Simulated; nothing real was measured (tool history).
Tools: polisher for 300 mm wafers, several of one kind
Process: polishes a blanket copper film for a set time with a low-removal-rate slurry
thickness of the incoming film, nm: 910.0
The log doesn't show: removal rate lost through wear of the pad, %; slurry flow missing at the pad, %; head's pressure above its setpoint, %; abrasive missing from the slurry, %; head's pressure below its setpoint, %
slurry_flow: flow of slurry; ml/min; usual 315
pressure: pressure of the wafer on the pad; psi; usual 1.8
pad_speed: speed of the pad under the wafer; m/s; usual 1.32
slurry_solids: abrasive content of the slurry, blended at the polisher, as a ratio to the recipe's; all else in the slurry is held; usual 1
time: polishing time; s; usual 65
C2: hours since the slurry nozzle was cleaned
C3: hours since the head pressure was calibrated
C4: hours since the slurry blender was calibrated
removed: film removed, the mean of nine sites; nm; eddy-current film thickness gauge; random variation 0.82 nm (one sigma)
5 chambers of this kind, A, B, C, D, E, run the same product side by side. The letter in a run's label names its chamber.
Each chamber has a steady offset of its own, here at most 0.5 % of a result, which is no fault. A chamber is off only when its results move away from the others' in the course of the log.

{"run": "1C", "hour": 6.6, "slurry_flow": 315, "pressure": 1.8, "pad_speed": 1.32, "slurry_solids": 1, "time": 65, "wafers polished on this pad": 480, "C2": 223.4, "C3": 105.6, "C4": 158.7, "removed": 127.79}
{"hour": 10.6, "done": "chamber E: worn pad replaced by a new one"}
{"run": "2A", "hour": 16.5, "slurry_flow": 315, "pressure": 1.8, "pad_speed": 1.32, "slurry_solids": 1, "time": 65, "wafers polished on this pad": 286, "C2": 626.8, "C3": 405.5, "C4": 192.1, "removed": 127.57}
{"hour": 20.3, "done": "chamber D: worn pad replaced by a new one"}
{"run": "3E", "hour": 24.6, "slurry_flow": 315, "pressure": 1.8, "pad_speed": 1.32, "slurry_solids": 1, "time": 65, "wafers polished on this pad": 88, "C2": 476.9, "C3": 349.4, "C4": 53, "removed": 127.76}
{"run": "4D", "hour": 30.6, "slurry_flow": 315, "pressure": 1.8, "pad_speed": 1.32, "slurry_solids": 1, "time": 65, "wafers polished on this pad": 65, "C2": 486.2, "C3": 466.4, "C4": 193.1, "removed": 127.63}
{"hour": 31.9, "done": "chamber D: slurry nozzle cleaned"}
{"hour": 36.2, "done": "chamber C: worn pad replaced by a new one"}
{"run": "5B", "hour": 39.7, "slurry_flow": 315, "pressure": 1.8, "pad_speed": 1.32, "slurry_solids": 1, "time": 65, "wafers polished on this pad": 1134, "C2": 77.2, "C3": 524.6, "C4": 360.6, "removed": 126.1}
{"hour": 44.7, "done": "chamber C: slurry nozzle cleaned"}
{"run": "6B", "hour": 46.3, "slurry_flow": 315, "pressure": 1.8, "pad_speed": 1.32, "slurry_solids": 1, "time": 51, "wafers polished on this pad": 1176, "C2": 83.8, "C3": 531.2, "C4": 367.2, "removed": 99.823}
{"hour": 50.2, "done": "chamber B: worn pad replaced by a new one"}
{"run": "7C", "hour": 52.8, "slurry_flow": 315, "pressure": 1.8, "pad_speed": 1.32, "slurry_solids": 1, "time": 51, "wafers polished on this pad": 105, "C2": 8.2, "C3": 151.8, "C4": 204.9, "removed": 100.07}
{"hour": 58.4, "done": "chamber D: slurry blender recalibrated"}
{"run": "8D", "hour": 59.4, "slurry_flow": 315, "pressure": 1.8, "pad_speed": 1.32, "slurry_solids": 1, "time": 51, "wafers polished on this pad": 247, "C2": 27.5, "C3": 495.2, "C4": 1, "removed": 99.991}
{"run": "9E", "hour": 65.1, "slurry_flow": 315, "pressure": 1.8, "pad_speed": 1.32, "slurry_solids": 1, "time": 51, "wafers polished on this pad": 345, "C2": 517.4, "C3": 389.9, "C4": 93.5, "removed": 99.89}
{"run": "10A", "hour": 71.2, "slurry_flow": 315, "pressure": 1.8, "pad_speed": 1.32, "slurry_solids": 1, "time": 51, "wafers polished on this pad": 632, "C2": 681.5, "C3": 460.2, "C4": 246.8, "removed": 99.783}
{"run": "11E", "hour": 77.7, "slurry_flow": 315, "pressure": 1.8, "pad_speed": 1.32, "slurry_solids": 1, "time": 65, "wafers polished on this pad": 424, "C2": 530, "C3": 402.5, "C4": 106.1, "removed": 127.25}
{"run": "12C", "hour": 88.3, "slurry_flow": 315, "pressure": 1.8, "pad_speed": 1.32, "slurry_solids": 1, "time": 65, "wafers polished on this pad": 329, "C2": 43.7, "C3": 187.3, "C4": 240.4, "removed": 128.41}
{"run": "13D", "hour": 97.6, "slurry_flow": 315, "pressure": 1.8, "pad_speed": 0.88, "slurry_solids": 0.75, "time": 65, "wafers polished on this pad": 489, "C2": 65.7, "C3": 533.4, "C4": 39.2, "removed": 82.002}
{"hour": 102.9, "done": "chamber B: slurry blender recalibrated"}
{"run": "14A", "hour": 104.0, "slurry_flow": 315, "pressure": 1.8, "pad_speed": 0.88, "slurry_solids": 0.75, "time": 65, "wafers polished on this pad": 840, "C2": 714.3, "C3": 493, "C4": 279.6, "removed": 80.033}
{"hour": 107.9, "done": "chamber D: worn pad replaced by a new one"}
{"hour": 108.8, "done": "chamber E: worn pad replaced by a new one"}
{"run": "15B", "hour": 110.3, "slurry_flow": 315, "pressure": 1.8, "pad_speed": 0.88, "slurry_solids": 0.75, "time": 65, "wafers polished on this pad": 380, "C2": 147.8, "C3": 595.2, "C4": 7.4, "removed": 80.442}
{"run": "16D", "hour": 118.2, "slurry_flow": 315, "pressure": 1.8, "pad_speed": 0.88, "slurry_solids": 0.75, "time": 65, "wafers polished on this pad": 65, "C2": 86.3, "C3": 554, "C4": 59.8, "removed": 81.359}
{"hour": 122.7, "done": "chamber D: head pressure recalibrated"}
{"run": "17C", "hour": 122.8, "slurry_flow": 315, "pressure": 1.8, "pad_speed": 0.88, "slurry_solids": 0.75, "time": 65, "wafers polished on this pad": 547, "C2": 78.2, "C3": 221.8, "C4": 274.9, "removed": 80.635}
{"hour": 123.9, "done": "chamber A: worn pad replaced by a new one"}
{"hour": 126.5, "done": "chamber C: worn pad replaced by a new one"}
{"run": "18B", "hour": 128.2, "slurry_flow": 315, "pressure": 1.8, "pad_speed": 1.32, "slurry_solids": 1, "time": 65, "wafers polished on this pad": 493, "C2": 165.7, "C3": 613.1, "C4": 25.3, "removed": 127.53}
{"run": "19A", "hour": 132.8, "slurry_flow": 315, "pressure": 1.8, "pad_speed": 1.32, "slurry_solids": 1, "time": 65, "wafers polished on this pad": 56, "C2": 743.1, "C3": 521.8, "C4": 308.4, "removed": 126.58}
{"run": "20E", "hour": 138.3, "slurry_flow": 315, "pressure": 1.8, "pad_speed": 1.32, "slurry_solids": 1, "time": 65, "wafers polished on this pad": 186, "C2": 590.6, "C3": 463.1, "C4": 166.7, "removed": 127.09}
{"hour": 140.7, "done": "chamber E: head pressure recalibrated"}
{"run": "21A", "hour": 147.6, "slurry_flow": 315, "pressure": 1.8, "pad_speed": 1.32, "slurry_solids": 1, "time": 65, "wafers polished on this pad": 150, "C2": 757.9, "C3": 536.6, "C4": 323.2, "removed": 128.15}
{"run": "22B", "hour": 158.0, "slurry_flow": 315, "pressure": 1.2, "pad_speed": 1.32, "slurry_solids": 1, "time": 44, "wafers polished on this pad": 681, "C2": 195.5, "C3": 642.9, "C4": 55.1, "removed": 57.747}
{"run": "23D", "hour": 168.4, "slurry_flow": 315, "pressure": 1.2, "pad_speed": 1.32, "slurry_solids": 1, "time": 44, "wafers polished on this pad": 383, "C2": 136.5, "C3": 45.7, "C4": 110, "removed": 57.609}
{"run": "24C", "hour": 178.8, "slurry_flow": 315, "pressure": 1.2, "pad_speed": 1.32, "slurry_solids": 1, "time": 44, "wafers polished on this pad": 330, "C2": 134.2, "C3": 277.8, "C4": 330.9, "removed": 57.394}
{"hour": 187.2, "done": "chamber A: slurry blender recalibrated"}
{"run": "25E", "hour": 188.8, "slurry_flow": 315, "pressure": 1.2, "pad_speed": 1.32, "slurry_solids": 1, "time": 44, "wafers polished on this pad": 506, "C2": 641.1, "C3": 48.2, "C4": 217.2, "removed": 54.608}
{"hour": 190.8, "done": "chamber D: worn pad replaced by a new one"}
{"run": "26B", "hour": 199.5, "slurry_flow": 315, "pressure": 1.2, "pad_speed": 1.32, "slurry_solids": 1, "time": 44, "wafers polished on this pad": 944, "C2": 237, "C3": 684.4, "C4": 96.6, "removed": 58.009}
{"run": "27D", "hour": 207.8, "slurry_flow": 315, "pressure": 1.8, "pad_speed": 1.32, "slurry_solids": 1, "time": 65, "wafers polished on this pad": 107, "C2": 175.9, "C3": 85.1, "C4": 149.4, "removed": 129.21}
{"hour": 210.0, "done": "chamber C: worn pad replaced by a new one"}
{"run": "28A", "hour": 213.2, "slurry_flow": 315, "pressure": 1.8, "pad_speed": 1.32, "slurry_solids": 1, "time": 65, "wafers polished on this pad": 565, "C2": 823.5, "C3": 602.2, "C4": 26, "removed": 127.77}
{"hour": 221.6, "done": "chamber B: worn pad replaced by a new one"}
{"run": "29C", "hour": 223.5, "slurry_flow": 315, "pressure": 1.8, "pad_speed": 1.32, "slurry_solids": 1, "time": 65, "wafers polished on this pad": 85, "C2": 178.9, "C3": 322.5, "C4": 375.6, "removed": 127.28}
{"hour": 224.7, "done": "chamber E: worn pad replaced by a new one"}
{"run": "30E", "hour": 233.1, "slurry_flow": 275, "pressure": 2.2, "pad_speed": 1.32, "slurry_solids": 1, "time": 65, "wafers polished on this pad": 53, "C2": 685.4, "C3": 92.5, "C4": 261.5, "removed": 144.03}
{"hour": 234.7, "done": "chamber C: head pressure recalibrated"}
{"hour": 237.4, "done": "chamber C: slurry blender recalibrated"}
{"run": "31D", "hour": 240.3, "slurry_flow": 275, "pressure": 2.2, "pad_speed": 1.32, "slurry_solids": 1, "time": 65, "wafers polished on this pad": 313, "C2": 208.4, "C3": 117.6, "C4": 181.9, "removed": 154.31}
{"run": "32E", "hour": 246.2, "slurry_flow": 275, "pressure": 2.2, "pad_speed": 1.32, "slurry_solids": 1, "time": 65, "wafers polished on this pad": 136, "C2": 698.5, "C3": 105.6, "C4": 274.6, "removed": 144.63}
{"run": "33A", "hour": 252.2, "slurry_flow": 275, "pressure": 2.2, "pad_speed": 1.32, "slurry_solids": 1, "time": 65, "wafers polished on this pad": 811, "C2": 862.5, "C3": 641.2, "C4": 65, "removed": 154.83}
{"run": "34C", "hour": 262.4, "slurry_flow": 275, "pressure": 2.2, "pad_speed": 1.32, "slurry_solids": 1, "time": 65, "wafers polished on this pad": 331, "C2": 217.8, "C3": 27.7, "C4": 25.1, "removed": 154.52}
{"run": "35B", "hour": 268.6, "slurry_flow": 315, "pressure": 1.8, "pad_speed": 1.32, "slurry_solids": 1, "time": 65, "wafers polished on this pad": 297, "C2": 306.1, "C3": 753.5, "C4": 165.7, "removed": 127.84}
{"run": "36B", "hour": 275.2, "slurry_flow": 315, "pressure": 1.8, "pad_speed": 1.32, "slurry_solids": 1.15, "time": 65, "wafers polished on this pad": 339, "C2": 312.7, "C3": 760.1, "C4": 172.3, "removed": 131.6}
{"hour": 277.0, "done": "chamber D: worn pad replaced by a new one"}
{"run": "37D", "hour": 284.9, "slurry_flow": 315, "pressure": 1.8, "pad_speed": 1.32, "slurry_solids": 1.15, "time": 65, "wafers polished on this pad": 50, "C2": 253, "C3": 162.2, "C4": 226.5, "removed": 132.46}
{"run": "38E", "hour": 290.9, "slurry_flow": 315, "pressure": 1.8, "pad_speed": 1.32, "slurry_solids": 1.15, "time": 65, "wafers polished on this pad": 418, "C2": 743.2, "C3": 150.3, "C4": 319.3, "removed": 123.68}
{"hour": 293.3, "done": "chamber C: worn pad replaced by a new one"}
{"run": "39C", "hour": 297.7, "slurry_flow": 315, "pressure": 1.8, "pad_speed": 1.32, "slurry_solids": 1.15, "time": 65, "wafers polished on this pad": 27, "C2": 253.1, "C3": 63, "C4": 60.4, "removed": 132.27}

What goes on in this fleet: one chamber off, a drifting gauge, or nothing beyond the chambers' own small offsets? Name the chamber and the cause, if any.

A service left chamber E off against the others.
Cause: head's pressure below its setpoint, % = 6.19.

Here are 4 candidates for chamber E's next run, each the usual settings with a change, their results left as question marks. Which one brings its results back in line with what the others give on the usual settings?
In line means no further than this from the other chambers' mean on the usual settings: removed 2.9 nm
{"run": "40E-1", "hour": 305.3, "slurry_flow": 315, "pressure": 1.7, "pad_speed": 1.28, "slurry_solids": 1, "time": 62, "removed": "?"}
{"run": "40E-2", "hour": 305.3, "slurry_flow": 315, "pressure": 1.9, "pad_speed": 1.44, "slurry_solids": 1, "time": 65, "removed": "?"}
{"run": "40E-3", "hour": 305.3, "slurry_flow": 315, "pressure": 1.8, "pad_speed": 1.32, "slurry_solids": 1, "time": 70, "removed": "?"}
{"run": "40E-4", "hour": 305.3, "slurry_flow": 315, "pressure": 1.8, "pad_speed": 1.32, "slurry_solids": 1, "time": 61, "removed": "?"}

The other chambers' mean on the usual settings: removed 127.85 nm
run=40E-1 removed=104.09
run=40E-2 removed=136.8
run=40E-3 removed=128.17
run=40E-4 removed=111.69
40E-3 brings the chamber back in line.
